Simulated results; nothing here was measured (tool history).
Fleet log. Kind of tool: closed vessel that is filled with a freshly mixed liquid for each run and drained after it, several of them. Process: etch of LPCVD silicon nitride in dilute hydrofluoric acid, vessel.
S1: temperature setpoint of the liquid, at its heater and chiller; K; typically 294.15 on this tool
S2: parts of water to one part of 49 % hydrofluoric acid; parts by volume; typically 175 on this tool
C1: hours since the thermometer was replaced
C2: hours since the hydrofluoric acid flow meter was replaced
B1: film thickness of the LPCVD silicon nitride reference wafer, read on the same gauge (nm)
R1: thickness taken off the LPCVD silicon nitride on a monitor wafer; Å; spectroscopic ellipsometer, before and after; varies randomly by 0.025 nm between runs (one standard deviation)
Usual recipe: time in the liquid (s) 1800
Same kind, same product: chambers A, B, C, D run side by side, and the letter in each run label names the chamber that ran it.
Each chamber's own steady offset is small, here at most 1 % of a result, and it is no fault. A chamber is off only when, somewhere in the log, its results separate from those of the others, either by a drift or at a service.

Run 1B, hour 12.1: usual settings; C1 930.9; C2 683.4; B1 89.997. Result: R1 39.024 Å.
Run 2C, hour 20.5: usual settings; C1 1442.3; C2 1415.9; B1 90.01. Result: R1 39.308 Å.
At hour 25.1: chamber A: thermometer replaced.
Run 3A, hour 27.7: usual settings; C1 2.7; C2 400.2; B1 90. Result: R1 38.876 Å.
Run 4D, hour 38.8: usual settings; C1 847.7; C2 674; B1 89.982. Result: R1 38.517 Å.
Run 5C, hour 47.3: usual settings; C1 1469.1; C2 1442.7; B1 90.014. Result: R1 38.629 Å.
Run 6A, hour 61.3: usual settings; C1 36.3; C2 433.8; B1 89.986. Result: R1 38.902 Å.
Run 7B, hour 74: usual settings; C1 992.8; C2 745.3; B1 89.995. Result: R1 38.758 Å.
Run 8D, hour 80.9: usual settings but S1 290.65 K; C1 889.8; C2 716.1; B1 89.999. Result: R1 30.795 Å.
Run 9A, hour 93.3: usual settings but S1 290.65 K; C1 68.3; C2 465.8; B1 90.013. Result: R1 30.79 Å.
Run 10C, hour 100.6: usual settings but S1 290.65 K; C1 1522.4; C2 1496; B1 90.007. Result: R1 31.021 Å.
Run 11D, hour 107.6: usual settings but S1 290.65 K; C1 916.5; C2 742.8; B1 89.998. Result: R1 30.588 Å.
Run 12B, hour 119.1: usual settings; C1 1037.9; C2 790.4; B1 89.981. Result: R1 38.929 Å.
Run 13A, hour 132.9: usual settings; C1 107.9; C2 505.4; B1 89.992. Result: R1 38.903 Å.
Run 14B, hour 146.3: usual settings; C1 1065.1; C2 817.6; B1 90.011. Result: R1 38.839 Å.
Run 15C, hour 157.4: usual settings; C1 1579.2; C2 1552.8; B1 89.995. Result: R1 38.897 Å.
Run 16D, hour 167.7: usual settings but S2 260 parts by volume, time in the liquid (s) 2240; C1 976.6; C2 802.9; B1 89.995. Result: R1 32.417 Å.
At hour 170.2: chamber A: hydrofluoric acid flow meter replaced.
Run 17B, hour 175.5: usual settings but S2 260 parts by volume, time in the liquid (s) 2240; C1 1094.3; C2 846.8; B1 90.007. Result: R1 32.468 Å.
Run 18C, hour 183.8: usual settings but S2 260 parts by volume, time in the liquid (s) 2240; C1 1605.6; C2 1579.2; B1 90.009. Result: R1 32.808 Å.
Run 19D, hour 193.3: usual settings but S2 260 parts by volume, time in the liquid (s) 2240; C1 1002.2; C2 828.5; B1 89.99. Result: R1 32.94 Å.
Run 20A, hour 201.7: usual settings; C1 176.7; C2 31.5; B1 90.005. Result: R1 38.429 Å.
At hour 204.3: chamber C: hydrofluoric acid flow meter replaced.
Run 21C, hour 209: usual settings; C1 1630.8; C2 4.7; B1 90.007. Result: R1 39.025 Å.
Run 22D, hour 216.7: usual settings but S1 291.65 K, time in the liquid (s) 1295; C1 1025.6; C2 851.9; B1 89.976. Result: R1 23.923 Å.
Run 23A, hour 230.9: usual settings but S1 291.65 K, time in the liquid (s) 1295; C1 205.9; C2 60.7; B1 90.015. Result: R1 23.757 Å.
Run 24B, hour 241: usual settings but S1 291.65 K, time in the liquid (s) 1295; C1 1159.8; C2 912.3; B1 89.987. Result: R1 22.764 Å.
Run 25C, hour 254: usual settings but S1 291.65 K, time in the liquid (s) 1295; C1 1675.8; C2 49.7; B1 90.007. Result: R1 23.729 Å.
Run 26B, hour 268.5: usual settings but S2 140 parts by volume, time in the liquid (s) 2400; C1 1187.3; C2 939.8; B1 90.009. Result: R1 61.154 Å.
At hour 274.7: chamber D: hydrofluoric acid flow meter replaced.
Run 27D, hour 275.7: usual settings but S2 140 parts by volume, time in the liquid (s) 2400; C1 1084.6; C2 1.1; B1 89.997. Result: R1 64.578 Å.
Run 28A, hour 286.9: usual settings but S2 140 parts by volume, time in the liquid (s) 2400; C1 261.9; C2 116.7; B1 90.001. Result: R1 64.001 Å.
Run 29A, hour 297.3: usual settings but S2 140 parts by volume, time in the liquid (s) 2400; C1 272.3; C2 127.1; B1 90.003. Result: R1 63.785 Å.
Run 30D, hour 309.8: usual settings; C1 1118.7; C2 35.2; B1 89.992. Result: R1 38.515 Å.
Run 31C, hour 316.1: usual settings; C1 1737.9; C2 111.8; B1 90.002. Result: R1 39.373 Å.
Run 32B, hour 323.5: usual settings; C1 1242.3; C2 994.8; B1 90.005. Result: R1 36.59 Å.
Run 33B, hour 334: usual settings; C1 1252.8; C2 1005.3; B1 90.02. Result: R1 36.642 Å.
Run 34A, hour 342.7: usual settings but S1 291.15 K, S2 250 parts by volume; C1 317.7; C2 172.5; B1 90.012. Result: R1 22.535 Å.
Run 35D, hour 353.5: usual settings but S1 291.15 K, S2 250 parts by volume; C1 1162.4; C2 78.9; B1 89.986. Result: R1 22.69 Å.
Run 36C, hour 364: usual settings but S1 291.15 K, S2 250 parts by volume; C1 1785.8; C2 159.7; B1 89.995. Result: R1 22.441 Å.

Is one chamber out of step, is the gauge drifting, or do the chambers differ by no more than their own small offsets? For an off chamber, give its letter and the likeliest cause.

One chamber, B, drifts off from the rest bit by bit.
Cause: liquid colder than its thermometer reads (K) = 1.31.
The log might look much the same if the cause were instead: hydrofluoric acid flow below the setpoint (%).

Chamber B could run next with any of the 4 candidate recipes listed below; each alters the usual settings, and their results appear as question marks. Which one brings its results back in line with what the other chambers deliver on the usual settings?
To be in line, a result may differ from the other chambers' mean on the usual settings by at most: R1 0.88 Å
Run 37B-1, hour 374.3: usual settings but S1 293.65 K, S2 185 parts by volume, time in the liquid (s) 1680. Result: R1 ?.
Run 37B-2, hour 374.3: usual settings but S1 294.65 K, S2 155 parts by volume. Result: R1 ?.
Run 37B-3, hour 374.3: usual settings but S1 293.65 K, S2 185 parts by volume. Result: R1 ?.
Run 37B-4, hour 374.3: usual settings but S2 160 parts by volume. Result: R1 ?.

Mean of the other chambers on the usual settings: R1 38.938 Å
  run      R1
37B-1  30.598
37B-2  41.725
37B-3  32.784
37B-4  39.108
It is 37B-4 that realigns the chamber with its peers.

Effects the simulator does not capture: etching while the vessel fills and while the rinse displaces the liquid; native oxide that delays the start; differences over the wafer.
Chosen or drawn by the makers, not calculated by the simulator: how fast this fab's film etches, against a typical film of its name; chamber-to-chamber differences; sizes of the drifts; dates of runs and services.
